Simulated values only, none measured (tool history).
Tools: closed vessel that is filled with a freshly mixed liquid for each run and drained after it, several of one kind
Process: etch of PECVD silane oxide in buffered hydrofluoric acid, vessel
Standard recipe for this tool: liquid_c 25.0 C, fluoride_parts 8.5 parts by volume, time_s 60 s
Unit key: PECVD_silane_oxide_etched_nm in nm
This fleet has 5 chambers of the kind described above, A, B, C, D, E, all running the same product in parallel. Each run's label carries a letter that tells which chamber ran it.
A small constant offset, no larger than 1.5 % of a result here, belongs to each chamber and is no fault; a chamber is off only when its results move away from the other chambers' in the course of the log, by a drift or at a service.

run   hour  liquid_c  fluoride_parts  time_s  hours since the thermometer was replaced  hours since the hydrofluoric acid flow meter was replaced  read-back film thickness of the PECVD silane oxide reference wafer, read on the same gauge (nm)  PECVD_silane_oxide_etched_nm
 1A    5.0      25.0             8.5      60                                    2070.3                                                       45.2                                                                                           109.98                        227.84
 2D    8.4      25.0             8.5      60                                     420.4                                                      475.4                                                                                           109.97                        228.79
 3B   13.4      25.0             8.5      60                                     209.9                                                       40.3                                                                                           110.00                        227.82
 4E   17.0      25.0             8.5      60                                     294.8                                                     1302.6                                                                                           109.99                        228.55
 5C   22.5      25.0             8.5      60                                    1433.5                                                      562.4                                                                                           110.01                        224.80
 6E   27.8      25.0             8.5      60                                     305.6                                                     1313.4                                                                                           109.99                        226.85
 7C   31.1      25.0             8.5      60                                    1442.1                                                      571.0                                                                                           109.95                        225.20
 8A   34.9      25.0             8.5      60                                    2100.2                                                       75.1                                                                                           110.00                        229.08
      38.3  -- chamber C: hydrofluoric acid flow meter replaced
 9D   39.8      25.0             8.5      60                                     451.8                                                      506.8                                                                                           110.01                        225.81
10B   44.8      25.0             8.5      60                                     241.3                                                       71.7                                                                                           110.00                        228.55
11E   49.2      25.0             8.5      60                                     327.0                                                     1334.8                                                                                           109.98                        227.53
12B   52.8      25.0             8.5      60                                     249.3                                                       79.7                                                                                           109.98                        228.74
13A   58.3      25.0             8.5      60                                    2123.6                                                       98.5                                                                                           110.03                        227.54
14D   61.0      25.0             8.5      60                                     473.0                                                      528.0                                                                                           109.99                        231.39
15C   64.6      25.0             8.5      60                                    1475.6                                                       26.4                                                                                           109.99                        225.15
16A   69.9      25.0             8.5      60                                    2135.2                                                      110.1                                                                                           110.01                        230.52
17E   72.4      25.0             8.5      35                                     350.2                                                     1358.0                                                                                           110.00                        130.79
      72.7  -- chamber D: hydrofluoric acid flow meter replaced
18C   77.4      25.0             8.5      35                                    1488.4                                                       39.2                                                                                           110.02                        133.41
19D   81.1      25.0             8.5      35                                     493.1                                                        8.4                                                                                           110.01                        131.88
20B   84.9      25.0             8.5      35                                     281.4                                                      111.8                                                                                           110.04                        130.33
21C   89.7      25.0             8.5      35                                    1500.7                                                       51.5                                                                                           110.05                        129.72
22B   92.3      25.0             8.5      60                                     288.8                                                      119.2                                                                                           110.01                        229.54
23A   95.8      25.0             8.5      60                                    2161.1                                                      136.0                                                                                           109.99                        230.26
24E   99.8      25.0             6.0      40                                     377.6                                                     1385.4                                                                                           110.00                        205.01
25D  103.2      25.0             6.0      40                                     515.2                                                       30.5                                                                                           110.02                        212.76
26D  107.5      25.0             6.0      40                                     519.5                                                       34.8                                                                                           110.04                        213.77
27E  111.8      25.0             6.0      40                                     389.6                                                     1397.4                                                                                           110.04                        206.84
28B  115.7      25.0             6.0      40                                     312.2                                                      142.6                                                                                           110.02                        214.78
29C  121.0      25.0             8.5      60                                    1532.0                                                       82.8                                                                                           109.97                        221.09
30A  123.9      25.0             8.5      60                                    2189.2                                                      164.1                                                                                           110.01                        232.12
31D  128.8      25.0             8.5      60                                     540.8                                                       56.1                                                                                           109.98                        226.10
32C  132.2      25.0             8.5      60                                    1543.2                                                       94.0                                                                                           109.94                        219.90
33E  134.7      25.0             8.5      60                                     412.5                                                     1420.3                                                                                           109.99                        216.68
34A  138.8      25.0             8.5      60                                    2204.1                                                      179.0                                                                                           110.02                        231.30
35B  141.5      25.0             8.5      60                                     338.0                                                      168.4                                                                                           110.00                        230.25
36C  146.2      29.5             5.0      60                                    1557.2                                                      108.0                                                                                           110.01                        465.24
37A  150.7      29.5             5.0      60                                    2216.0                                                      190.9                                                                                           109.97                        477.95

One chamber off, gauge drift, or nothing amiss beyond the chambers' own small offsets? If it is a chamber, which one, and what is the likeliest cause?

Chamber E drifts away from the others.
Likeliest cause: liquid colder than its thermometer reads (K) = 1.3.
It could be hard to tell apart here from: hydrofluoric acid flow below the setpoint (%).

Below are 4 candidate recipes for chamber E's next run, each the usual settings with a change, their results shown as question marks. Which of them brings E's results back in line with what the other chambers give on the usual settings?
In line here means within this much of the mean the other chambers give on the usual settings: PECVD_silane_oxide_etched_nm 7.40 nm
38E-1  154.6      22.5             8.5      60                                                                                                                                                                                                                                   ?
38E-2  154.6      25.0             9.0      60                                                                                                                                                                                                                                   ?
38E-3  154.6      27.5             8.5      60                                                                                                                                                                                                                                   ?
38E-4  154.6      25.0             8.5      65                                                                                                                                                                                                                                   ?

Average result of the remaining chambers running the usual settings: PECVD_silane_oxide_etched_nm 227.43 nm
  run  PECVD_silane_oxide_etched_nm
38E-1                        185.67
38E-2                        200.34
38E-3                        244.49
38E-4                        231.08
The answer is 38E-4, which returns the chamber to within the allowed miss of the others.

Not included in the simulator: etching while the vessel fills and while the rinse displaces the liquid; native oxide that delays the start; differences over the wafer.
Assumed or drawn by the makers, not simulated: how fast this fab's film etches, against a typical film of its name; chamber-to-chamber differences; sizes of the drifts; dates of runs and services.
